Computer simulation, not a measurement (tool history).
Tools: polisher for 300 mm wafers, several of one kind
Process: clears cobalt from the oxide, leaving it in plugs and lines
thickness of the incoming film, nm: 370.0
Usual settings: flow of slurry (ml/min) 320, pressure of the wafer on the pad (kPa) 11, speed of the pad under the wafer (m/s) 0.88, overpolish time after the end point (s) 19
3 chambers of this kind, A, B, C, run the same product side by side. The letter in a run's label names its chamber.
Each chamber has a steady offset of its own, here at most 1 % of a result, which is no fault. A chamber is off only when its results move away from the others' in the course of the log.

run   hour  flow of slurry (ml/min)  pressure of the wafer on the pad (kPa)  speed of the pad under the wafer (m/s)  overpolish time after the end point (s)  time until the end point was called (s)  dishing of a wide line in a test structure (angstrom)
 1A      3                      320                                      11                                    0.88                                       19                                   94.184                                                 386.49
 2B    6.6                      320                                      11                                    0.88                                       19                                   95.855                                                 394.23
 3C   11.1                      320                                      11                                    0.88                                       19                                   97.644                                                 381.68
 4C   14.1                      320                                      11                                    0.88                                       19                                   96.183                                                 392.16
 5A   18.1                      320                                      11                                    0.88                                       19                                   96.093                                                  389.1
 6B   21.7                      320                                      11                                    0.88                                       19                                   95.159                                                 390.53
 7C   26.5                      320                                      11                                    0.88                                       19                                   96.464                                                 385.66
 8B   29.3                      365                                      11                                    0.88                                       19                                   95.957                                                 394.93
 9A   33.8                      365                                      11                                    0.88                                       19                                   94.371                                                 395.73
10C   37.6                      365                                      11                                    0.88                                       19                                   94.256                                                 386.53
      41.1  -- chamber C: worn pad replaced by a new one
11A   41.9                      320                                      11                                    0.88                                       19                                   94.334                                                 376.09
12B   44.6                      320                                      11                                    0.88                                       19                                   94.983                                                 377.43
13C   47.9                      320                                      11                                    0.88                                       19                                   94.046                                                 389.87
      48.4  -- chamber A: worn pad replaced by a new one
14A   51.6                      230                                      11                                    0.88                                       28                                   98.593                                                 439.67
15B   55.9                      230                                      11                                    0.88                                       28                                   97.936                                                 443.87
16A   59.5                      230                                      11                                    0.88                                       28                                   97.169                                                 464.72
17B     64                      320                                      11                                    0.88                                       19                                   98.317                                                 385.72
18C   68.4                      320                                      11                                    0.88                                       19                                   98.243                                                 395.36
19C   70.8                      320                                      11                                    0.88                                       19                                   93.405                                                    386
20B   73.4                      320                                      11                                    0.88                                       28                                   100.34                                                 441.89
21A   76.2                      320                                      11                                    0.88                                       28                                   94.775                                                 449.31
22A   80.4                      320                                      11                                    0.88                                       28                                   94.493                                                 452.77
23B   84.6                      320                                      11                                    0.88                                       19                                   104.63                                                 384.13
24C   87.7                      320                                      11                                    0.88                                       19                                   99.545                                                 399.38
25C   91.9                      320                                      11                                    0.88                                       19                                   95.201                                                 400.29
26B     95                      320                                      11                                    0.88                                       19                                   104.88                                                 381.07
27A   97.5                      320                                      11                                    0.88                                       19                                   92.332                                                 388.17
28A  101.2                      320                                      11                                    0.88                                       19                                   92.623                                                 384.77
29B  104.5                      320                                      11                                    0.88                                       19                                    103.2                                                 372.27
30C  109.5                      320                                      11                                    0.88                                       19                                   93.968                                                 390.21
31C  111.8                      320                                      11                                    0.88                                       19                                   93.397                                                 379.85
32A  114.4                      320                                      11                                    0.88                                       19                                   90.307                                                 393.58
     118.9  -- chamber C: worn pad replaced by a new one
33B  118.9                      320                                      11                                    0.88                                       19                                   103.29                                                 378.78
34A  121.3                      320                                      11                                    0.88                                       19                                   97.616                                                 371.61
35B  123.9                      320                                      11                                    0.88                                       19                                   108.53                                                 358.06
36C  127.7                      320                                      11                                    0.88                                       19                                   93.262                                                 385.17
37B    130                      320                                      11                                    0.88                                       19                                   107.88                                                 371.63

What goes on in this fleet: one chamber off, a drifting gauge, or nothing beyond the chambers' own small offsets? Name the chamber and the cause, if any.

Chamber B drifts away from the others.
Cause: removal rate lost through wear of the pad, % = 11.2.
The log may not tell that from: head's pressure below its setpoint, %.

Here are 4 candidates for chamber B's next run, each the usual settings with a change, their results left as question marks. Which one brings its results back in line with what the others give on the usual settings?
In line means no further than this from the other chambers' mean on the usual settings: time until the end point was called (s) 5.8; dishing of a wide line in a test structure (angstrom) 27
38B-1  133.6                      320                                    11.7                                    0.94                                       19                                        ?                                                      ?
38B-2  133.6                      325                                    12.4                                    0.98                                       18                                        ?                                                      ?
38B-3  133.6                      320                                    10.3                                    0.82                                       19                                        ?                                                      ?
38B-4  133.6                      315                                     9.7                                    0.78                                       20                                        ?                                                      ?

The other chambers' mean on the usual settings: time until the end point was called (s) 95.223; dishing of a wide line in a test structure (angstrom) 388.04
  run  time until the end point was called (s)  dishing of a wide line in a test structure (angstrom)
38B-1                                   94.254                                                 386.69
38B-2                                   85.305                                                 394.21
38B-3                                   122.37                                                 339.96
38B-4                                   137.94                                                 327.48
38B-1 brings the chamber back in line.

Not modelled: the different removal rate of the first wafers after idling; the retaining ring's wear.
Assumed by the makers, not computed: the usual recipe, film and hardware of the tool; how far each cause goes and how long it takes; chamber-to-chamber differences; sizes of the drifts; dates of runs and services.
